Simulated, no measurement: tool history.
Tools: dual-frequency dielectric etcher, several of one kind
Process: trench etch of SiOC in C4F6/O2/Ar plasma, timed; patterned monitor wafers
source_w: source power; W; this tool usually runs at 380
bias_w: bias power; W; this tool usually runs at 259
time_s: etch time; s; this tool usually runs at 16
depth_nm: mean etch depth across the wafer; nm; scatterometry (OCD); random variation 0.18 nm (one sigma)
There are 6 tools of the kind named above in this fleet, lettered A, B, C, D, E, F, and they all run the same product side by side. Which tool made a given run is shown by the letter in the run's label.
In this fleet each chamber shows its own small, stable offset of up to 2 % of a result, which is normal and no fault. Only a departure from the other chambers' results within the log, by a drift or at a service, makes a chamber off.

run,hour,source_w,bias_w,time_s,hours since the last wet clean,hours since the last source power generator calibration,hours since the last bias power generator calibration,"read-back reference wafer on the same gauge, depth_nm",depth_nm
1D,5.2,380,259,16,416,943.7,823.4,34.573,36.65
2C,9,380,259,16,346.6,1125.9,1644.6,34.566,36.237
3F,12,380,259,16,28,819.7,1089.2,34.563,37.321
4B,17.4,380,259,16,388.5,230.4,523,34.661,36.511
5E,20.8,380,259,16,56.5,1706.3,1548,34.659,36.427
6A,24.3,380,259,16,668.7,1273.5,1798,34.627,36.551
7D,29.9,300,259,16,440.7,968.4,848.1,34.566,33.504
8E,36.2,300,259,16,71.9,1721.7,1563.4,34.606,33.265
# hour 37: chamber A: wet clean of the chamber
9A,42.2,300,259,16,5.2,1291.4,1815.9,34.61,32.879
10B,46.7,300,259,16,417.8,259.7,552.3,34.625,33.565
11F,51.3,300,259,16,67.3,859,1128.5,34.596,34.069
12C,56,300,259,16,393.6,1172.9,1691.6,34.575,32.941
13F,61,380,259,16,77,868.7,1138.2,34.564,37.334
14A,66.3,380,201,12,29.3,1315.5,1840,34.618,25.14
15E,72.4,380,201,12,108.1,1757.9,1599.6,34.63,25.423
16B,77.1,380,201,12,448.2,290.1,582.7,34.595,25.151
17D,82.7,380,201,12,493.5,1021.2,900.9,34.617,25.22
18C,88.8,380,201,12,426.4,1205.7,1724.4,34.637,24.979
19E,92.5,380,201,12,128.2,1778,1619.7,34.601,25.359
20F,98.8,380,259,16,114.8,906.5,1176,34.567,36.669
# hour 103: chamber C: wet clean of the chamber
21D,105.1,380,259,16,515.9,1043.6,923.3,34.625,37.106
22A,111.4,380,259,16,74.4,1360.6,1885.1,34.643,36.249
23B,117.2,290,259,16,488.3,330.2,622.8,34.609,33.279
24C,119.9,290,259,16,17,1236.8,1755.5,34.615,32.637
25F,124.6,290,259,16,140.6,932.3,1201.8,34.572,33.808
26B,130.2,290,259,16,501.3,343.2,635.8,34.562,32.905
27D,134.8,290,259,16,545.6,1073.3,953,34.622,32.713
28C,140.7,290,259,16,37.8,1257.6,1776.3,34.643,32.236
29E,144,380,259,16,179.7,1829.5,1671.2,34.655,36.977
30A,149.7,380,259,16,112.7,1398.9,1923.4,34.555,36.121
# hour 154.8: chamber D: wet clean of the chamber
31C,155.2,380,259,16,52.3,1272.1,1790.8,34.58,36.305
32F,161,380,259,16,177,968.7,1238.2,34.571,36.987
# hour 164.4: chamber B: wet clean of the chamber
33A,166.8,380,259,16,129.8,1416,1940.5,34.612,36.161
34E,172.5,380,259,16,208.2,1858,1699.7,34.635,36.843
35B,175.9,380,259,16,11.5,388.9,681.5,34.628,36.79
36D,181.6,380,259,16,26.8,1120.1,999.8,34.612,36.431
37C,186.1,380,259,16,83.2,1303,1821.7,34.591,35.983
38D,188.9,380,259,16,34.1,1127.4,1007.1,34.595,36.514
39F,192.2,380,259,16,208.2,999.9,1269.4,34.57,37.234
40E,195.5,380,259,16,231.2,1881,1722.7,34.588,36.872

Has any chamber moved away from the others, gradually or after a service, or does the common gauge drift, or do the chambers differ only by their own small steady offsets? State the chamber and the most likely cause if one applies.

Neither any chamber nor the gauge drifts; the chambers differ only by their own small, steady offsets.

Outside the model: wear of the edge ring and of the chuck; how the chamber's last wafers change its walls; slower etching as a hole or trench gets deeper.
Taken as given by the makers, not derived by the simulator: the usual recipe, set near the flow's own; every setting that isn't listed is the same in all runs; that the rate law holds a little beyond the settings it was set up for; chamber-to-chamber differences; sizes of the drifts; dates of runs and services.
